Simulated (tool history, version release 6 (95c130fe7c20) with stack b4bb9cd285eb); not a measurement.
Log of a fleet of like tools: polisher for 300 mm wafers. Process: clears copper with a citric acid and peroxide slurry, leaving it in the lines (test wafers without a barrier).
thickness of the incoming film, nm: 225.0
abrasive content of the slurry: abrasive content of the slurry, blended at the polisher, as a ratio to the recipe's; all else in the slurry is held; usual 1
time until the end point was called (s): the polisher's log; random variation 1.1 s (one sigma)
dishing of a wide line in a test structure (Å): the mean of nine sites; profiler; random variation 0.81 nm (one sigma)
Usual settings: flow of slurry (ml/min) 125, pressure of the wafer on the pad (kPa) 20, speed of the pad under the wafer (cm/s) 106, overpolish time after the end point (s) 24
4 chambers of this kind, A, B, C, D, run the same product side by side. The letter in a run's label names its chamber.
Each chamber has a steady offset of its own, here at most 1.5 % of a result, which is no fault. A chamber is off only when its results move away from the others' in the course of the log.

run    day  flow of slurry (ml/min)  pressure of the wafer on the pad (kPa)  speed of the pad under the wafer (cm/s)  abrasive content of the slurry  overpolish time after the end point (s)  time until the end point was called (s)  dishing of a wide line in a test structure (Å)
 1A   0.25                      125                                      20                                      106                               1                                       24                                    97.15                                          321.94
     0.442  -- chamber A: slurry blender recalibrated
 2B  0.467                      125                                      20                                      106                               1                                       24                                   96.601                                          323.58
 3C  0.696                      125                                      20                                      106                               1                                       24                                   95.638                                          335.34
 4D  0.979                      125                                      20                                      106                               1                                       24                                   97.627                                          322.65
 5B  1.225                      125                                      20                                      106                               1                                       24                                   95.703                                          334.46
     1.483  -- chamber C: worn pad replaced by a new one
 6A  1.658                      125                                      20                                      106                               1                                       24                                   95.809                                          329.54
     1.704  -- chamber D: worn pad replaced by a new one
     1.783  -- chamber D: slurry blender recalibrated
 7C  1.854                      125                                      20                                      106                               1                                       24                                   97.224                                          330.68
     1.958  -- chamber B: worn pad replaced by a new one
     2.138  -- chamber B: slurry blender recalibrated
 8D    2.3                      125                                      20                                      106                               1                                       24                                   98.882                                          330.45
 9C  2.608                      125                                      20                                      122                            0.75                                       24                                   89.364                                          346.05
     2.779  -- chamber A: slurry nozzle cleaned
10B  2.929                      125                                      20                                      122                            0.75                                       24                                   88.721                                          353.79
11D  3.371                      125                                      20                                      122                            0.75                                       24                                   91.225                                          335.24
     3.462  -- chamber A: worn pad replaced by a new one
12A   3.75                      125                                      20                                      122                            0.75                                       24                                   88.974                                          349.06
      3.85  -- chamber D: worn pad replaced by a new one
13A  4.121                      125                                      20                                      106                               1                                       24                                   98.362                                          330.81
14C  4.404                      125                                      20                                      106                               1                                       24                                   97.479                                          322.95
15B  4.638                      125                                      20                                      106                               1                                       24                                   95.955                                          326.83
      4.75  -- chamber B: worn pad replaced by a new one
16D  4.875                      125                                      20                                      106                               1                                       24                                   100.76                                          330.24
     5.271  -- chamber D: head pressure recalibrated
17D  5.329                      125                                      20                                      106                               1                                       24                                   100.73                                          312.58
18B  5.596                      125                                      20                                      106                               1                                       24                                   97.267                                          326.98
     5.621  -- chamber D: worn pad replaced by a new one
     5.867  -- chamber B: head pressure recalibrated
19A  5.892                      125                                      20                                      106                               1                                       24                                   96.021                                           337.8
     5.933  -- chamber C: worn pad replaced by a new one
     6.117  -- chamber B: slurry nozzle cleaned
20C  6.321                      125                                      20                                      106                               1                                       24                                   97.345                                           318.6
21D  6.771                      125                                      20                                      106                               1                                       24                                   105.08                                          309.45
22A  7.092                      125                                      20                                      106                               1                                       24                                    97.49                                          335.61
23B  7.442                      125                                      20                                      106                               1                                       24                                    96.36                                           311.6
     7.771  -- chamber D: worn pad replaced by a new one
24C  7.829                      125                                      20                                      106                               1                                       24                                   93.564                                          331.79
25D  8.058                      125                                    14.5                                      106                               1                                       24                                   148.94                                           235.7
26C  8.342                      125                                    14.5                                      106                               1                                       24                                   129.39                                          262.83

What goes on in this fleet: one chamber off, a drifting gauge, or nothing beyond the chambers' own small offsets? Name the chamber and the cause, if any.

Chamber D drifts away from the others.
Cause: slurry flow missing at the pad, % = 39.

Here are 4 candidates for chamber D's next run, each the usual settings with a change, their results left as question marks. Which one brings its results back in line with what the others give on the usual settings?
In line means no further than this from the other chambers' mean on the usual settings: time until the end point was called (s) 3.9; dishing of a wide line in a test structure (Å) 28
27D-1  8.667                      125                                    19.3                                      102                               1                                       24                                        ?                                               ?
27D-2  8.667                      125                                    20.7                                      110                               1                                       24                                        ?                                               ?
27D-3  8.667                      130                                    21.4                                      112                               1                                       24                                        ?                                               ?
27D-4  8.667                      120                                    18.6                                      100                               1                                       24                                        ?                                               ?

The other chambers' mean on the usual settings: time until the end point was called (s) 96.797; dishing of a wide line in a test structure (Å) 327.13
  run  time until the end point was called (s)  dishing of a wide line in a test structure (Å)
27D-1                                   118.28                                          284.85
27D-2                                   102.79                                          316.71
27D-3                                   96.642                                          331.44
27D-4                                   126.55                                          270.24
27D-3 brings the chamber back in line.
